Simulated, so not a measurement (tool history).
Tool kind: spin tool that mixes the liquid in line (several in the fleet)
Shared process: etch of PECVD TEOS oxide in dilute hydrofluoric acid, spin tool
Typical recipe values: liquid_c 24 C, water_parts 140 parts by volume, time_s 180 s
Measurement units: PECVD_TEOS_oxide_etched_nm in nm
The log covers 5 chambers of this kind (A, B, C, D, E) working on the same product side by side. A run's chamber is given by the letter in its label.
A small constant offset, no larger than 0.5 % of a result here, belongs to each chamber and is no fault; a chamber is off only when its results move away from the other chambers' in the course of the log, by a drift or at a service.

| run | hour | liquid_c | water_parts | time_s | hours since the thermometer was replaced | hours since the hydrofluoric acid flow meter was replaced | read-back film thickness of the PECVD TEOS oxide reference wafer, read on the same gauge (nm) | PECVD_TEOS_oxide_etched_nm |
|---|---|---|---|---|---|---|---|---|
| 1B | 4.9 | 24 | 140 | 180 | 190.5 | 1349.5 | 89.982 | 10.7630 |
| 2D | 12.3 | 24 | 140 | 180 | 1546.2 | 1252.4 | 89.990 | 10.7210 |
|  | 14.9 | chamber D: thermometer replaced |
| 3E | 19.2 | 24 | 140 | 180 | 496.3 | 1019.7 | 89.990 | 10.7060 |
| 4A | 23.2 | 24 | 140 | 180 | 1582.3 | 276.3 | 89.994 | 10.7210 |
| 5C | 30.4 | 24 | 140 | 180 | 1535.3 | 228.3 | 90.007 | 10.6760 |
| 6E | 34.1 | 24 | 140 | 180 | 511.2 | 1034.6 | 90.006 | 10.7790 |
| 7C | 38.2 | 24 | 140 | 180 | 1543.1 | 236.1 | 89.983 | 10.6460 |
| 8A | 43.2 | 24 | 140 | 180 | 1602.3 | 296.3 | 90.005 | 10.8600 |
| 9D | 49.4 | 24 | 140 | 180 | 34.5 | 1289.5 | 89.996 | 10.7180 |
| 10B | 54.2 | 24 | 140 | 180 | 239.8 | 1398.8 | 90.013 | 10.6430 |
| 11E | 58.0 | 24 | 140 | 180 | 535.1 | 1058.5 | 89.990 | 10.6920 |
| 12A | 63.7 | 24 | 140 | 180 | 1622.8 | 316.8 | 89.991 | 10.7300 |
| 13C | 68.9 | 24 | 140 | 180 | 1573.8 | 266.8 | 89.997 | 10.7490 |
| 14B | 75.0 | 24 | 140 | 180 | 260.6 | 1419.6 | 89.998 | 10.7390 |
| 15D | 79.1 | 24 | 75 | 120 | 64.2 | 1319.2 | 89.984 | 14.3910 |
| 16A | 84.4 | 24 | 75 | 120 | 1643.5 | 337.5 | 90.009 | 14.7110 |
| 17D | 90.3 | 24 | 75 | 120 | 75.4 | 1330.4 | 90.002 | 14.6130 |
| 18C | 95.1 | 24 | 75 | 120 | 1600.0 | 293.0 | 90.003 | 14.4430 |
| 19E | 102.5 | 24 | 75 | 120 | 579.6 | 1103.0 | 89.986 | 14.8040 |
| 20B | 109.5 | 24 | 95 | 180 | 295.1 | 1454.1 | 89.994 | 16.7620 |
| 21A | 116.4 | 24 | 95 | 180 | 1675.5 | 369.5 | 89.985 | 17.0620 |
| 22B | 122.4 | 24 | 95 | 180 | 308.0 | 1467.0 | 90.017 | 16.5840 |
| 23E | 127.2 | 24 | 95 | 180 | 604.3 | 1127.7 | 90.017 | 16.8500 |
| 24C | 132.2 | 24 | 95 | 180 | 1637.1 | 330.1 | 90.007 | 16.5030 |
| 25D | 138.8 | 24 | 140 | 180 | 123.9 | 1378.9 | 90.008 | 10.7320 |
| 26A | 145.8 | 24 | 140 | 180 | 1704.9 | 398.9 | 90.002 | 11.1220 |
| 27C | 150.6 | 24 | 140 | 180 | 1655.5 | 348.5 | 89.992 | 10.7200 |
| 28D | 154.4 | 24 | 140 | 180 | 139.5 | 1394.5 | 90.003 | 10.6660 |
| 29B | 159.4 | 24 | 140 | 180 | 345.0 | 1504.0 | 90.003 | 10.7310 |
| 30E | 164.4 | 24 | 140 | 100 | 641.5 | 1164.9 | 90.005 | 5.9424 |
| 31E | 169.6 | 24 | 140 | 100 | 646.7 | 1170.1 | 90.007 | 5.9620 |
| 32C | 172.9 | 24 | 140 | 100 | 1677.8 | 370.8 | 90.008 | 6.0009 |
| 33D | 176.4 | 24 | 140 | 100 | 161.5 | 1416.5 | 89.999 | 5.9088 |

All 5 chambers run these settings next. Forecast each chamber's results:
| 34A | 181.8 | 24 | 110 | 180 |  |  |  | ? |
| 34B | 181.8 | 24 | 110 | 180 |  |  |  | ? |
| 34C | 181.8 | 24 | 110 | 180 |  |  |  | ? |
| 34D | 181.8 | 24 | 110 | 180 |  |  |  | ? |
| 34E | 181.8 | 24 | 110 | 180 |  |  |  | ? |

| run | PECVD_TEOS_oxide_etched_nm |
|---|---|
| 34A | 14.8460 |
| 34B | 14.0530 |
| 34C | 14.1690 |
| 34D | 14.2200 |
| 34E | 14.2480 |
